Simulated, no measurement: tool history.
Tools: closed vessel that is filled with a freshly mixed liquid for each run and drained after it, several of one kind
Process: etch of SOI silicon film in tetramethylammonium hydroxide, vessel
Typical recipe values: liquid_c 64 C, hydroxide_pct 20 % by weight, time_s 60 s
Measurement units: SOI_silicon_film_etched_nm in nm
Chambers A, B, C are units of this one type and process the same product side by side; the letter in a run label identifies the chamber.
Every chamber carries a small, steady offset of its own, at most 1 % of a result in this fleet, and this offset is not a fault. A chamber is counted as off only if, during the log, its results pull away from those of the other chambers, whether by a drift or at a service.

run     day  liquid_c  hydroxide_pct  time_s  read-back film thickness of the SOI silicon film reference wafer, read on the same gauge (nm)  SOI_silicon_film_etched_nm
 1B   0.362        64             20      60                                                                                         40.016                      224.73
 2A   0.879        64             20      60                                                                                         39.984                      222.62
 3C   1.396        64             20      60                                                                                         39.988                      226.95
 4A   1.771        64             20      60                                                                                         39.962                      227.81
 5C   2.229        64             20      60                                                                                          40.01                      223.75
 6B   2.708        64             17      35                                                                                         40.017                      138.52
      2.738  -- chamber B: hydroxide flow meter replaced
 7A   3.208        64             17      35                                                                                         39.969                      140.45
 8B   3.604        64             17      35                                                                                         39.976                      140.85
 9C   4.154        64             20      60                                                                                         39.979                      221.08
10B   4.546      58.5             20      60                                                                                         39.972                      160.99
11A    5.05      58.5             20      60                                                                                          40.04                      160.33
12C   5.446      58.5             20      60                                                                                         39.996                      153.71
      5.908  -- chamber C: hydroxide flow meter replaced
13C   5.967        64             20      40                                                                                         39.968                      144.21
14A   6.362        64             20      40                                                                                         39.998                      149.47
15B   6.642        64             20      40                                                                                         39.989                      149.39
16A   6.917        64             25      85                                                                                         39.976                      254.75
17B    7.45        64             25      85                                                                                         40.005                      262.28
18C   7.892        64             25      85                                                                                         40.024                      247.14
19C   8.158        64             15      35                                                                                         40.027                      139.87
20B   8.404        64             15      35                                                                                         40.018                      144.51
21A   8.879        64             15      35                                                                                         40.003                      145.35
22C   9.433        64             20      30                                                                                         39.981                      106.43
23B   9.833        64             20      30                                                                                         40.026                       112.8
24A  10.358        64             20      30                                                                                         39.996                      112.04
25B  10.788      67.5             20      60                                                                                         39.979                      278.66
26C  11.146      67.5             20      60                                                                                         40.018                      259.68
27A  11.508      67.5             20      60                                                                                         39.995                      275.63
28A  11.875        64             20      60                                                                                         39.973                      223.17
29C  12.342        64             20      60                                                                                         40.003                      206.84
30B  12.896        64           16.5      75                                                                                         40.004                      305.59
31A  13.271        64           16.5      75                                                                                         39.992                      299.76

Decide between three cases: one chamber stands off from its peers, the gauge reading all wafers drifts, or nothing is wrong past each chamber's small offset. Where a chamber is off, say which and what most likely put it there.

Little by little, chamber C moves away from the other chambers.
Most likely cause: liquid colder than its thermometer reads (K) = 1.29.

Here are 4 candidates for chamber C's next run, each the usual settings with a change, their results left as question marks. Which one brings its results back in line with what the others give on the usual settings?
Counts as in line when no further than this from what the other chambers average on the usual settings: SOI_silicon_film_etched_nm 5.8 nm
32C-1  13.671        63           20.5      55                                                                                                                          ?
32C-2  13.671        64           19.5      70                                                                                                                          ?
32C-3  13.671        65           19.5      60                                                                                                                          ?
32C-4  13.671        64             20      55                                                                                                                          ?

What the other chambers average on the usual settings: SOI_silicon_film_etched_nm 224.91 nm
  run  SOI_silicon_film_etched_nm
32C-1                      176.26
32C-2                      244.48
32C-3                      222.89
32C-4                      189.82
It is 32C-3 that realigns the chamber with its peers.
